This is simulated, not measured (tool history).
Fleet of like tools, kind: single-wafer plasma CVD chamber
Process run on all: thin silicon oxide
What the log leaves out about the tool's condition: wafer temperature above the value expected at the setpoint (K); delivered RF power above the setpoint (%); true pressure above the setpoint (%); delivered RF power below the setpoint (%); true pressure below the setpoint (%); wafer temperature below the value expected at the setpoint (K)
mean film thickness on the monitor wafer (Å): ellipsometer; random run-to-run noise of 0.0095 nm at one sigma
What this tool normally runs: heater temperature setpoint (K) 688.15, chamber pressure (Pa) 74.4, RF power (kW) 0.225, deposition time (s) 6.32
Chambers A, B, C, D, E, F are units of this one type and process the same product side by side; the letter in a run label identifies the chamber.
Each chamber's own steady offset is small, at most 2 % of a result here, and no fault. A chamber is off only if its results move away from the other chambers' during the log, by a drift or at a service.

run   hour  heater temperature setpoint (K)  chamber pressure (Pa)  RF power (kW)  deposition time (s)  hours since the last thermocouple change  hours since the last RF generator calibration  hours since the last manometer calibration  read-back reference wafer on the same gauge, thickness_nm  mean film thickness on the monitor wafer (Å)
 1D   12.7                           688.15                   74.4          0.225                 6.32                                    2622.4                                         1238.3                                       779.8                                                     7.6807                                        69.141
 2B   20.9                           688.15                   74.4          0.225                 6.32                                     404.1                                          154.9                                        93.6                                                     7.6832                                        68.611
 3F   31.2                           688.15                   74.4          0.225                 6.32                                    1841.1                                          409.2                                       292.6                                                     7.6816                                        69.882
 4C   37.7                           688.15                   74.4          0.225                 6.32                                     265.7                                         1714.2                                      1519.1                                                     7.6863                                        68.358
 5E   43.8                           688.15                   74.4          0.225                 6.32                                    1033.1                                         1219.1                                       486.7                                                     7.6843                                        69.339
 6A   52.9                           688.15                   74.4          0.225                 6.32                                     522.4                                          952.4                                      1202.3                                                     7.6854                                        69.217
 7E   65.3                           688.15                   74.4          0.225                 6.32                                    1054.6                                         1240.6                                       508.2                                                     7.6869                                        69.433
 8C   74.4                           688.15                   74.4          0.225                 6.32                                     302.4                                         1750.9                                      1555.8                                                     7.6864                                        68.420
 9D   82.9                           688.15                   74.4          0.225                 6.32                                    2692.6                                         1308.5                                       850.0                                                     7.6887                                        69.415
10F   88.8                           688.15                   74.4          0.225                 6.32                                    1898.7                                          466.8                                       350.2                                                     7.6904                                        69.800
11B  101.5                           688.15                   74.4          0.225                 6.32                                     484.7                                          235.5                                       174.2                                                     7.6912                                        68.677
12A  113.9                           688.15                   74.4          0.225                 6.32                                     583.4                                         1013.4                                      1263.3                                                     7.6908                                        69.202
13E  123.7                           688.15                   74.4          0.225                 6.32                                    1113.0                                         1299.0                                       566.6                                                     7.6926                                        69.483
     125.3  -- chamber C: RF generator calibrated
14B  130.5                           688.15                   74.4          0.225                 6.32                                     513.7                                          264.5                                       203.2                                                     7.6918                                        68.695
15A  139.3                           688.15                   74.4          0.225                 6.32                                     608.8                                         1038.8                                      1288.7                                                     7.6944                                        69.237
16D  148.2                           688.15                   74.4          0.225                 6.32                                    2757.9                                         1373.8                                       915.3                                                     7.6949                                        69.422
17F  161.4                           688.15                   74.4          0.225                 6.32                                    1971.3                                          539.4                                       422.8                                                     7.6967                                        69.951
18C  167.7                           688.15                   74.4          0.225                 6.32                                     395.7                                           42.4                                      1649.1                                                     7.7021                                        68.708
19B  174.3                           688.15                   74.4          0.225                 6.32                                     557.5                                          308.3                                       247.0                                                     7.7023                                        68.889
20C  185.5                           688.15                   74.4          0.225                 6.32                                     413.5                                           60.2                                      1666.9                                                     7.7025                                        68.511
21A  197.4                           688.15                   74.4          0.225                 6.32                                     666.9                                         1096.9                                      1346.8                                                     7.7018                                        69.090
22D  205.7                           688.15                   74.4          0.225                 6.32                                    2815.4                                         1431.3                                       972.8                                                     7.6994                                        69.531
     206.5  -- chamber F: thermocouple changed; heater temperature recalibrated
     208.7  -- chamber D: thermocouple changed; heater temperature recalibrated
23F  215.2                           688.15                   74.4          0.225                 6.32                                       8.7                                          593.2                                       476.6                                                     7.7014                                        69.970
24E  223.1                           688.15                   74.4          0.225                 6.32                                    1212.4                                         1398.4                                       666.0                                                     7.7015                                        69.442
25A  230.2                           688.15                   74.4          0.225                 6.32                                     699.7                                         1129.7                                      1379.6                                                     7.7064                                        69.364
26F  240.9                           688.15                   74.4          0.225                 6.32                                      34.4                                          618.9                                       502.3                                                     7.7052                                        70.098
27C  249.6                           688.15                   74.4          0.225                 6.32                                     477.6                                          124.3                                      1731.0                                                     7.7058                                        68.560
28D  256.2                           688.15                   74.4          0.225                 6.32                                      47.6                                         1481.8                                      1023.3                                                     7.7059                                        69.516
29E  269.3                           676.15                   74.4          0.225                 6.32                                    1258.6                                         1444.6                                       712.2                                                     7.7067                                        70.225
30B  276.8                           676.15                   74.4          0.225                 6.32                                     660.0                                          410.8                                       349.5                                                     7.7075                                        69.364
31E  286.2                           676.15                   74.4          0.225                 6.32                                    1275.5                                         1461.5                                       729.1                                                     7.7136                                        70.256
32A  299.2                           676.15                   74.4          0.225                 6.32                                     768.7                                         1198.7                                      1448.6                                                     7.7122                                        69.902
33B  305.5                           676.15                   74.4          0.225                 6.32                                     688.7                                          439.5                                       378.2                                                     7.7133                                        69.404
34F  317.3                           676.15                   74.4          0.225                 6.32                                     110.8                                          695.3                                       578.7                                                     7.7157                                        70.733
35D  323.4                           688.15                   74.4          0.225                 6.32                                     114.8                                         1549.0                                      1090.5                                                     7.7127                                        69.437
36C  329.9                           688.15                   74.4          0.225                 6.32                                     557.9                                          204.6                                      1811.3                                                     7.7144                                        68.619
37B  343.2                           688.15                   74.4          0.225                 6.32                                     726.4                                          477.2                                       415.9                                                     7.7175                                        68.996
38D  352.6                           688.15                   74.4          0.225                 6.32                                     144.0                                         1578.2                                      1119.7                                                     7.7174                                        69.752
39C  363.8                           688.15                   74.4          0.225                 6.32                                     591.8                                          238.5                                      1845.2                                                     7.7172                                        68.553
40E  377.0                           688.15                   74.4          0.225                 6.32                                    1366.3                                         1552.3                                       819.9                                                     7.7199                                        69.574
41A  386.8                           688.15                   74.4          0.225                 6.32                                     856.3                                         1286.3                                      1536.2                                                     7.7183                                        69.375

All 6 chambers run these settings next. Forecast each chamber's results:
42A  396.4                           683.15                   74.4          0.225                 6.32                                                                                                                                                                                                                                             ?
42B  396.4                           683.15                   74.4          0.225                 6.32                                                                                                                                                                                                                                             ?
42C  396.4                           683.15                   74.4          0.225                 6.32                                                                                                                                                                                                                                             ?
42D  396.4                           683.15                   74.4          0.225                 6.32                                                                                                                                                                                                                                             ?
42E  396.4                           683.15                   74.4          0.225                 6.32                                                                                                                                                                                                                                             ?
42F  396.4                           683.15                   74.4          0.225                 6.32                                                                                                                                                                                                                                             ?

run  mean film thickness on the monitor wafer (Å)
42A                                        69.740
42B                                        69.007
42C                                        69.046
42D                                        69.947
42E                                        69.892
42F                                        70.329
